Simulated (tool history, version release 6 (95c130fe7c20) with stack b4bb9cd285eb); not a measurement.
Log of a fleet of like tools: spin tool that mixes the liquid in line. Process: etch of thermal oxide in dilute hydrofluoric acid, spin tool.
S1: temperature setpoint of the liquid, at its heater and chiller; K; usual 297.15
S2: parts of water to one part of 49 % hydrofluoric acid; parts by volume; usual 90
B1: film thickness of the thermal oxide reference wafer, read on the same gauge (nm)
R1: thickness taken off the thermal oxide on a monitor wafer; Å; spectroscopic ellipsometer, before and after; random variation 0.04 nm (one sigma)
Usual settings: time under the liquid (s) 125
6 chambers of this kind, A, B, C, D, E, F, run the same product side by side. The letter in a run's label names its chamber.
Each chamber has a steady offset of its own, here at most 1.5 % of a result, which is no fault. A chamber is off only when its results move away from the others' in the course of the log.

{"run": "1B", "hour": 11.3, "S1": 297.15, "S2": 90, "time under the liquid (s)": 125, "B1": 139.99, "R1": 62.32}
{"hour": 24.9, "done": "chamber E: thermometer replaced"}
{"run": "2D", "hour": 24.9, "S1": 297.15, "S2": 90, "time under the liquid (s)": 125, "B1": 140, "R1": 62.547}
{"run": "3A", "hour": 31.8, "S1": 297.15, "S2": 90, "time under the liquid (s)": 125, "B1": 139.99, "R1": 62.302}
{"run": "4F", "hour": 40.4, "S1": 297.15, "S2": 90, "time under the liquid (s)": 125, "B1": 139.95, "R1": 61.25}
{"run": "5E", "hour": 53.9, "S1": 297.15, "S2": 90, "time under the liquid (s)": 125, "B1": 140, "R1": 62.497}
{"run": "6C", "hour": 63.6, "S1": 297.15, "S2": 90, "time under the liquid (s)": 125, "B1": 139.94, "R1": 61.212}
{"run": "7D", "hour": 74.8, "S1": 297.15, "S2": 90, "time under the liquid (s)": 125, "B1": 140.03, "R1": 62.931}
{"run": "8C", "hour": 88.0, "S1": 297.15, "S2": 90, "time under the liquid (s)": 125, "B1": 140.03, "R1": 62.689}
{"run": "9F", "hour": 96.0, "S1": 297.15, "S2": 90, "time under the liquid (s)": 125, "B1": 140.06, "R1": 61.283}
{"run": "10B", "hour": 111.0, "S1": 297.15, "S2": 90, "time under the liquid (s)": 125, "B1": 140.02, "R1": 61.604}
{"run": "11E", "hour": 126.1, "S1": 297.15, "S2": 60, "time under the liquid (s)": 125, "B1": 140.02, "R1": 99.033}
{"run": "12A", "hour": 134.1, "S1": 297.15, "S2": 60, "time under the liquid (s)": 125, "B1": 140.01, "R1": 97.093}
{"run": "13D", "hour": 149.2, "S1": 297.15, "S2": 60, "time under the liquid (s)": 125, "B1": 139.99, "R1": 97.789}
{"run": "14A", "hour": 159.6, "S1": 297.15, "S2": 60, "time under the liquid (s)": 125, "B1": 140, "R1": 96.728}
{"run": "15C", "hour": 169.7, "S1": 297.15, "S2": 60, "time under the liquid (s)": 125, "B1": 140.07, "R1": 97.193}
{"hour": 176.0, "done": "chamber E: hydrofluoric acid flow meter replaced"}
{"run": "16F", "hour": 182.3, "S1": 297.15, "S2": 60, "time under the liquid (s)": 125, "B1": 139.98, "R1": 96}
{"hour": 185.0, "done": "chamber F: thermometer replaced"}
{"run": "17E", "hour": 192.8, "S1": 297.15, "S2": 90, "time under the liquid (s)": 125, "B1": 140, "R1": 62.263}
{"run": "18B", "hour": 203.9, "S1": 297.15, "S2": 90, "time under the liquid (s)": 125, "B1": 139.97, "R1": 63.941}
{"hour": 212.4, "done": "chamber A: thermometer replaced"}
{"run": "19C", "hour": 217.6, "S1": 297.15, "S2": 90, "time under the liquid (s)": 125, "B1": 139.95, "R1": 61.991}
{"run": "20A", "hour": 233.3, "S1": 297.15, "S2": 90, "time under the liquid (s)": 125, "B1": 140.01, "R1": 62.054}
{"run": "21F", "hour": 244.5, "S1": 297.15, "S2": 90, "time under the liquid (s)": 125, "B1": 140.01, "R1": 61.801}
{"hour": 244.6, "done": "chamber B: thermometer replaced"}
{"run": "22D", "hour": 258.4, "S1": 297.15, "S2": 90, "time under the liquid (s)": 125, "B1": 140.01, "R1": 62.631}
{"run": "23B", "hour": 272.0, "S1": 297.15, "S2": 90, "time under the liquid (s)": 95, "B1": 140.05, "R1": 48.893}
{"run": "24E", "hour": 279.7, "S1": 297.15, "S2": 90, "time under the liquid (s)": 95, "B1": 139.99, "R1": 47.695}
{"run": "25A", "hour": 290.1, "S1": 297.15, "S2": 90, "time under the liquid (s)": 95, "B1": 140, "R1": 47.231}
{"run": "26E", "hour": 305.3, "S1": 297.15, "S2": 90, "time under the liquid (s)": 95, "B1": 139.99, "R1": 47.638}
{"run": "27C", "hour": 313.2, "S1": 297.15, "S2": 90, "time under the liquid (s)": 95, "B1": 140.04, "R1": 47.22}
{"run": "28F", "hour": 323.9, "S1": 297.15, "S2": 90, "time under the liquid (s)": 95, "B1": 139.98, "R1": 47.34}
{"run": "29B", "hour": 338.4, "S1": 297.15, "S2": 90, "time under the liquid (s)": 125, "B1": 139.99, "R1": 65.423}
{"run": "30D", "hour": 347.0, "S1": 297.15, "S2": 90, "time under the liquid (s)": 125, "B1": 140.01, "R1": 62.621}
{"hour": 350.6, "done": "chamber C: hydrofluoric acid flow meter replaced"}
{"run": "31A", "hour": 362.7, "S1": 297.15, "S2": 90, "time under the liquid (s)": 125, "B1": 140.05, "R1": 62.31}
{"run": "32B", "hour": 370.2, "S1": 297.15, "S2": 90, "time under the liquid (s)": 125, "B1": 140, "R1": 65.689}
{"run": "33F", "hour": 377.4, "S1": 297.15, "S2": 90, "time under the liquid (s)": 125, "B1": 140.01, "R1": 62.314}
{"run": "34D", "hour": 390.3, "S1": 297.15, "S2": 90, "time under the liquid (s)": 125, "B1": 140.02, "R1": 62.106}
{"run": "35E", "hour": 398.6, "S1": 297.15, "S2": 90, "time under the liquid (s)": 125, "B1": 139.98, "R1": 61.967}
{"run": "36C", "hour": 410.6, "S1": 297.15, "S2": 90, "time under the liquid (s)": 125, "B1": 139.98, "R1": 61.629}
{"run": "37E", "hour": 423.3, "S1": 297.15, "S2": 90, "time under the liquid (s)": 125, "B1": 139.99, "R1": 62.919}
{"hour": 429.0, "done": "chamber F: hydrofluoric acid flow meter replaced"}
{"run": "38F", "hour": 433.6, "S1": 297.15, "S2": 90, "time under the liquid (s)": 125, "B1": 139.97, "R1": 62.163}
{"run": "39C", "hour": 446.3, "S1": 297.15, "S2": 90, "time under the liquid (s)": 125, "B1": 140.01, "R1": 62.63}
{"run": "40B", "hour": 456.3, "S1": 297.15, "S2": 90, "time under the liquid (s)": 125, "B1": 139.97, "R1": 67.195}
{"run": "41D", "hour": 464.0, "S1": 297.15, "S2": 90, "time under the liquid (s)": 125, "B1": 139.96, "R1": 62.434}
{"run": "42A", "hour": 474.6, "S1": 297.15, "S2": 90, "time under the liquid (s)": 125, "B1": 139.99, "R1": 62.532}
{"run": "43B", "hour": 486.4, "S1": 297.15, "S2": 90, "time under the liquid (s)": 125, "B1": 140.06, "R1": 67.459}

All 6 chambers run these settings next. Forecast each chamber's results:
{"run": "44A", "hour": 497.9, "S1": 297.15, "S2": 90, "time under the liquid (s)": 70, "R1": "?"}
{"run": "44B", "hour": 497.9, "S1": 297.15, "S2": 90, "time under the liquid (s)": 70, "R1": "?"}
{"run": "44C", "hour": 497.9, "S1": 297.15, "S2": 90, "time under the liquid (s)": 70, "R1": "?"}
{"run": "44D", "hour": 497.9, "S1": 297.15, "S2": 90, "time under the liquid (s)": 70, "R1": "?"}
{"run": "44E", "hour": 497.9, "S1": 297.15, "S2": 90, "time under the liquid (s)": 70, "R1": "?"}
{"run": "44F", "hour": 497.9, "S1": 297.15, "S2": 90, "time under the liquid (s)": 70, "R1": "?"}

run=44A R1=34.828
run=44B R1=38.476
run=44C R1=34.475
run=44D R1=35.168
run=44E R1=35.023
run=44F R1=34.79
